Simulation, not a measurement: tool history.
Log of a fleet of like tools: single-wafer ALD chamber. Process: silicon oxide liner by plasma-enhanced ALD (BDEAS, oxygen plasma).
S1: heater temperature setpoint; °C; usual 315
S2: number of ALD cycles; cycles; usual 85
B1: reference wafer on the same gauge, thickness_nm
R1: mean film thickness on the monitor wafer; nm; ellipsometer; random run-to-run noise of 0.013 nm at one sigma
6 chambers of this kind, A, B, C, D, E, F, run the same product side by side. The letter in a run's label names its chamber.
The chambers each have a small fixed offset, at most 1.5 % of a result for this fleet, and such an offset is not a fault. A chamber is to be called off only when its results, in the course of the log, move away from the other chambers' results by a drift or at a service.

| run | hour | S1 | S2 | B1 | R1 |
|---|---|---|---|---|---|
| 1B | 6.3 | 315 | 85 | 7.5257 | 7.7147 |
| 2A | 11.3 | 315 | 85 | 7.5285 | 7.7750 |
| 3E | 14.6 | 315 | 85 | 7.5293 | 7.6758 |
| 4C | 20.2 | 315 | 85 | 7.5275 | 7.6696 |
| 5F | 26.6 | 315 | 85 | 7.5197 | 7.8061 |
| 6D | 32.6 | 315 | 85 | 7.5201 | 7.7504 |
| 7F | 37.0 | 315 | 85 | 7.5236 | 7.8201 |
| 8A | 42.0 | 322 | 85 | 7.5213 | 7.6949 |
| 9B | 47.6 | 322 | 85 | 7.5208 | 7.6005 |
| 10D | 52.3 | 322 | 85 | 7.5147 | 7.6760 |
| 11E | 59.2 | 322 | 85 | 7.5144 | 7.6110 |
| 12C | 65.0 | 322 | 85 | 7.5177 | 7.6000 |
| 13D | 68.9 | 322 | 85 | 7.5171 | 7.6919 |
| 14B | 73.5 | 315 | 85 | 7.5161 | 7.6647 |
| 15A | 78.6 | 315 | 76 | 7.5086 | 6.9140 |
| 16C | 84.1 | 315 | 76 | 7.5129 | 6.8289 |
| 17F | 89.9 | 315 | 76 | 7.5115 | 6.9954 |
| 18E | 94.9 | 315 | 76 | 7.5067 | 6.8722 |
| 19D | 98.0 | 315 | 76 | 7.5031 | 6.9301 |
| 20B | 104.1 | 315 | 76 | 7.5083 | 6.8547 |
| 21E | 109.4 | 327 | 85 | 7.5045 | 7.5635 |
| 22A | 115.3 | 327 | 85 | 7.5042 | 7.6032 |
| 23F | 119.9 | 327 | 85 | 7.5015 | 7.6699 |
| 24C | 124.8 | 327 | 85 | 7.5003 | 7.5371 |
| 25C | 127.9 | 327 | 85 | 7.5027 | 7.5155 |
| 26A | 134.6 | 327 | 85 | 7.5019 | 7.6233 |
| 27B | 138.0 | 310 | 70 | 7.4983 | 6.3504 |
| 28F | 141.1 | 310 | 70 | 7.4970 | 6.4709 |
| 29D | 146.9 | 310 | 70 | 7.4945 | 6.4370 |
| 30E | 150.6 | 310 | 70 | 7.4959 | 6.3616 |
| 31D | 156.9 | 310 | 70 | 7.4947 | 6.3963 |
|  | 160.1 | chamber E: thermocouple changed; heater temperature recalibrated |
| 32C | 163.6 | 310 | 70 | 7.4951 | 6.3498 |
| 33E | 168.6 | 315 | 85 | 7.4954 | 7.6621 |
| 34B | 175.2 | 315 | 85 | 7.4905 | 7.6384 |
| 35A | 178.3 | 315 | 85 | 7.4903 | 7.7333 |
| 36F | 184.5 | 315 | 85 | 7.4926 | 7.7770 |
| 37B | 190.5 | 315 | 85 | 7.4868 | 7.6576 |
| 38C | 195.6 | 315 | 85 | 7.4883 | 7.6375 |
| 39A | 200.6 | 315 | 85 | 7.4868 | 7.7172 |
| 40F | 204.8 | 315 | 85 | 7.4859 | 7.7699 |
| 41D | 209.1 | 315 | 85 | 7.4820 | 7.7297 |
| 42E | 213.7 | 315 | 85 | 7.4822 | 7.6628 |
| 43A | 219.3 | 315 | 85 | 7.4814 | 7.7222 |

For the next run the whole fleet of 6 chambers uses the same settings. Give each chamber's results:
| 44A | 224.3 | 315 | 85 |  | ? |
| 44B | 224.3 | 315 | 85 |  | ? |
| 44C | 224.3 | 315 | 85 |  | ? |
| 44D | 224.3 | 315 | 85 |  | ? |
| 44E | 224.3 | 315 | 85 |  | ? |
| 44F | 224.3 | 315 | 85 |  | ? |

| run | R1 |
|---|---|
| 44A | 7.7038 |
| 44B | 7.6473 |
| 44C | 7.6427 |
| 44D | 7.7334 |
| 44E | 7.6741 |
| 44F | 7.7748 |
